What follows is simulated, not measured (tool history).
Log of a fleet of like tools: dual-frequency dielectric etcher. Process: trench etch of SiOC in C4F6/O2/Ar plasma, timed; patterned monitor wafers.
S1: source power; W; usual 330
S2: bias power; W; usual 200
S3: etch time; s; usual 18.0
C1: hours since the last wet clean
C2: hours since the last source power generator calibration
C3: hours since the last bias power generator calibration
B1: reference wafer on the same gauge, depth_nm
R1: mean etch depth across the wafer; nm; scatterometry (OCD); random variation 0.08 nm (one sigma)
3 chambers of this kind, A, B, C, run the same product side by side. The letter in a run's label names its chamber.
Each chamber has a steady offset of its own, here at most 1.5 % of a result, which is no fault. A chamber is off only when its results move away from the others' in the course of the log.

run   hour   S1   S2    S3     C1      C2      C3      B1      R1
       6.0  -- chamber C: wet clean of the chamber
 1A    8.1  330  200  18.0   65.2  4736.8   265.4  42.891  35.565
 2C   16.3  330  200  18.0   10.3  2640.2  3951.1  42.909  36.268
 3B   23.9  330  200  18.0  145.9  2049.3    37.5  42.909  35.996
      26.1  -- chamber B: source power generator calibrated
 4A   34.8  330  200  18.0   91.9  4763.5   292.1  42.914  35.456
 5C   43.9  330  200  18.0   37.9  2667.8  3978.7  42.909  36.256
 6B   51.8  330  200  18.0  173.8    25.7    65.4  42.915  35.903
 7A   67.4  330  200  18.0  124.5  4796.1   324.7  42.894  35.462
 8C   77.5  330  200  18.0   71.5  2701.4  4012.3  42.910  36.341
 9B   84.9  330  200  18.0  206.9    58.8    98.5  42.882  35.893
10A   96.0  330  200  18.0  153.1  4824.7   353.3  42.900  35.394
11B  111.2  330  200  18.0  233.2    85.1   124.8  42.897  35.868
12C  119.6  330  200  18.0  113.6  2743.5  4054.4  42.886  36.141
13A  134.4  330  200  18.0  191.5  4863.1   391.7  42.911  35.527
14B  143.0  330  200  18.0  265.0   116.9   156.6  42.902  35.821
15C  154.2  330  200  18.0  148.2  2778.1  4089.0  42.900  36.294
16A  169.2  330  239  14.5  226.3  4897.9   426.5  42.898  30.286
     176.7  -- chamber A: source power generator calibrated
17B  176.7  330  239  14.5  298.7   150.6   190.3  42.883  30.758
18C  187.8  330  239  14.5  181.8  2811.7  4122.6  42.899  30.882
19A  201.8  330  200  18.0  258.9    25.1   459.1  42.903  35.526
20B  217.7  330  200  18.0  339.7   191.6   231.3  42.889  35.782
21C  228.8  330  200  18.0  222.8  2852.7  4163.6  42.916  36.232
22C  242.0  330  216  21.5  236.0  2865.9  4176.8  42.922  44.405
23A  255.3  330  216  21.5  312.4    78.6   512.6  42.915  43.467
24B  266.3  330  216  21.5  388.3   240.2   279.9  42.894  43.887
25A  276.2  330  200  18.0  333.3    99.5   533.5  42.909  35.557
26C  288.0  330  200  18.0  282.0  2911.9  4222.8  42.935  36.180
27B  302.0  330  200  18.0  424.0   275.9   315.6  42.920  35.873
28A  314.7  330  200  18.0  371.8   138.0   572.0  42.885  35.539

What goes on in this fleet: one chamber off, a drifting gauge, or nothing beyond the chambers' own small offsets? Name the chamber and the cause, if any.

No chamber stands off beyond its own small offset, and the gauge holds steady.
